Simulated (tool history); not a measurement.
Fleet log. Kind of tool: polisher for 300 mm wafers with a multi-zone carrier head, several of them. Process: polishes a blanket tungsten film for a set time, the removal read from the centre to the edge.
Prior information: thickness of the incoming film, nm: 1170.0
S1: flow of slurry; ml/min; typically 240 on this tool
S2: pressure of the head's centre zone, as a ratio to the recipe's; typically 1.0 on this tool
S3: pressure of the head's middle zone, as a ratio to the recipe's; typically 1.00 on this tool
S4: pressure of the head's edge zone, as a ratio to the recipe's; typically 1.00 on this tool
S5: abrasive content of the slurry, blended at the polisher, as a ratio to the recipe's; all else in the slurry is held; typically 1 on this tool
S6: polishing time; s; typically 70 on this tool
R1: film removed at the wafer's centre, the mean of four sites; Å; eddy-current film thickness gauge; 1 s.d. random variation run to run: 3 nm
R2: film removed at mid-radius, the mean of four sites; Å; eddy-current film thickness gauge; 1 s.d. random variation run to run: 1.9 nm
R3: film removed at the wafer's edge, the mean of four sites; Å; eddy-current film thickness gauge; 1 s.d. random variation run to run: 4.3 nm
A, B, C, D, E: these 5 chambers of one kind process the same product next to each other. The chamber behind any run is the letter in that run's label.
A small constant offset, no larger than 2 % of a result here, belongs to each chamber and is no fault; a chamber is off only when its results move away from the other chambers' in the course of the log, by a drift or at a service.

run,hour,S1,S2,S3,S4,S5,S6,R1,R2,R3
1D,8.8,240,1.0,1.00,1.00,1,70,2929.3,2931.6,2981.4
# hour 12.1: chamber E: worn pad replaced by a new one
# hour 12.4: chamber A: worn pad replaced by a new one
2C,17.7,240,1.0,1.00,1.00,1,70,2892.2,2899.7,2860.3
# hour 22.7: chamber C: worn pad replaced by a new one
3E,23.9,240,1.0,1.00,1.00,1,70,2823.2,2932.5,2915.0
# hour 34.1: chamber B: edge zone pressure recalibrated
4A,35.2,240,1.0,1.00,1.00,1,70,2885.4,2893.0,2908.5
# hour 35.7: chamber B: worn pad replaced by a new one
5B,45.2,240,1.0,1.00,1.00,1,70,2871.1,2892.8,2913.9
# hour 48.2: chamber C: edge zone pressure recalibrated
6A,55.3,240,1.0,1.00,1.00,1,70,2859.7,2911.4,2914.5
7D,61.4,240,1.0,1.00,0.89,1,70,2924.6,2884.6,2757.3
# hour 61.8: chamber D: worn pad replaced by a new one
8C,72.9,240,1.0,1.00,0.89,1,70,2956.2,2892.7,2698.3
9B,80.1,240,1.0,1.00,0.89,1,70,2878.4,2860.5,2702.8
10E,90.1,240,1.0,1.00,0.89,1,70,2877.4,2885.7,2708.0
# hour 94.3: chamber A: slurry nozzle cleaned
# hour 97.3: chamber C: worn pad replaced by a new one
# hour 97.8: chamber A: worn pad replaced by a new one
11E,101.0,240,1.0,1.00,0.89,1,70,2886.1,2869.4,2744.0
# hour 107.5: chamber E: edge zone pressure recalibrated
# hour 110.4: chamber E: worn pad replaced by a new one
12C,114.0,240,1.0,1.00,1.00,1,70,2902.0,2893.9,2838.9
# hour 118.5: chamber B: worn pad replaced by a new one
13A,121.0,240,1.0,1.00,1.00,1,70,2859.0,2931.4,2919.0
# hour 125.1: chamber A: edge zone pressure recalibrated
# hour 126.2: chamber D: edge zone pressure recalibrated
14B,128.0,240,1.0,1.00,1.00,1,70,2882.7,2876.9,2852.0
# hour 135.2: chamber D: worn pad replaced by a new one
15D,138.9,200,1.0,1.08,1.00,1,70,2875.6,3044.2,2834.5
16C,148.1,200,1.0,1.08,1.00,1,70,2752.0,3024.3,2797.3
17B,159.7,200,1.0,1.08,1.00,1,70,2766.2,2971.8,2776.2
# hour 169.7: chamber C: worn pad replaced by a new one
# hour 169.8: chamber A: worn pad replaced by a new one
18E,173.7,200,1.0,1.08,1.00,1,70,2791.7,3039.4,2762.5
# hour 181.3: chamber C: slurry nozzle cleaned
19A,186.3,200,1.0,1.08,1.00,1,70,2807.1,3016.6,2821.1
# hour 191.8: chamber E: worn pad replaced by a new one
# hour 192.5: chamber B: worn pad replaced by a new one
20D,198.2,240,1.0,1.00,1.00,1,70,2907.5,2853.7,2903.0
21A,206.7,240,1.0,1.00,1.00,1,70,2842.4,2904.2,2872.6
# hour 209.3: chamber D: worn pad replaced by a new one
# hour 214.9: chamber A: centre zone pressure recalibrated
22D,216.4,240,0.9,1.00,1.00,1,70,2582.8,2936.1,2820.4
23B,224.6,240,0.9,1.00,1.00,1,70,2467.7,2812.3,2833.8
# hour 237.6: chamber C: worn pad replaced by a new one
24C,238.1,240,0.9,1.00,1.00,1,70,2619.6,2867.2,2805.7
25E,249.2,240,0.9,1.00,1.00,1,70,2531.9,2895.6,2956.3
26C,256.4,240,0.9,1.00,1.00,1,70,2583.0,2872.4,2822.2
# hour 256.6: chamber A: worn pad replaced by a new one
# hour 258.3: chamber B: worn pad replaced by a new one
27A,263.0,240,1.0,1.00,1.00,1,70,2861.4,2906.0,2800.5
28B,271.2,240,1.0,1.00,1.00,1,70,2824.5,2769.7,2765.8
# hour 273.8: chamber D: worn pad replaced by a new one
# hour 280.3: chamber D: centre zone pressure recalibrated
29D,281.1,240,1.0,1.00,1.00,1,70,2961.9,2925.3,2825.5
# hour 285.6: chamber E: worn pad replaced by a new one
30E,289.5,240,1.0,0.95,1.00,1,70,2828.2,2737.0,2878.3
31D,298.4,240,1.0,0.95,1.00,1,70,2894.0,2755.5,2875.8
32E,306.4,240,1.0,0.95,1.00,1,70,2869.0,2746.7,2918.0
# hour 306.6: chamber A: slurry nozzle cleaned
33B,314.2,240,1.0,0.95,1.00,1,70,2749.1,2628.6,2804.7
# hour 314.3: chamber C: worn pad replaced by a new one
34A,323.7,240,1.0,0.95,1.00,1,70,2961.9,2768.0,2858.4
35C,333.3,240,1.0,1.00,1.00,1,70,2891.8,2881.9,2886.2
# hour 344.8: chamber D: worn pad replaced by a new one
36D,347.0,240,1.0,1.00,1.00,1,70,2980.0,2876.4,2930.8

What goes on in this fleet: one chamber off, a drifting gauge, or nothing beyond the chambers' own small offsets? Name the chamber and the cause, if any.

It is chamber B that slowly wanders off from its peers.
What lies behind it: slurry flow missing at the pad, % = 34.1.

Below are 4 candidate recipes for chamber B's next run, each the usual settings with a change, their results shown as question marks. Which of them brings B's results back in line with what the other chambers give on the usual settings?
In line here means within this much of the mean the other chambers give on the usual settings: R1 110.0 Å; R2 66.0 Å; R3 150.0 Å
37B-1,357.2,245,1.01,1.02,0.99,1,73,?,?,?
37B-2,357.2,240,0.99,0.99,1.01,1,69,?,?,?
37B-3,357.2,240,1.01,1.01,0.99,1,71,?,?,?
37B-4,357.2,235,0.99,0.98,1.01,1,67,?,?,?

Other chambers, usual settings, mean: R1 2897.3 Å; R2 2888.8 Å; R3 2883.3 Å
run,R1,R2,R3
37B-1,2862.6,2866.9,2878.7
37B-2,2635.4,2627.1,2743.4
37B-3,2772.1,2752.9,2792.6
37B-4,2547.5,2517.4,2656.7
37B-1 brings the chamber back in line.

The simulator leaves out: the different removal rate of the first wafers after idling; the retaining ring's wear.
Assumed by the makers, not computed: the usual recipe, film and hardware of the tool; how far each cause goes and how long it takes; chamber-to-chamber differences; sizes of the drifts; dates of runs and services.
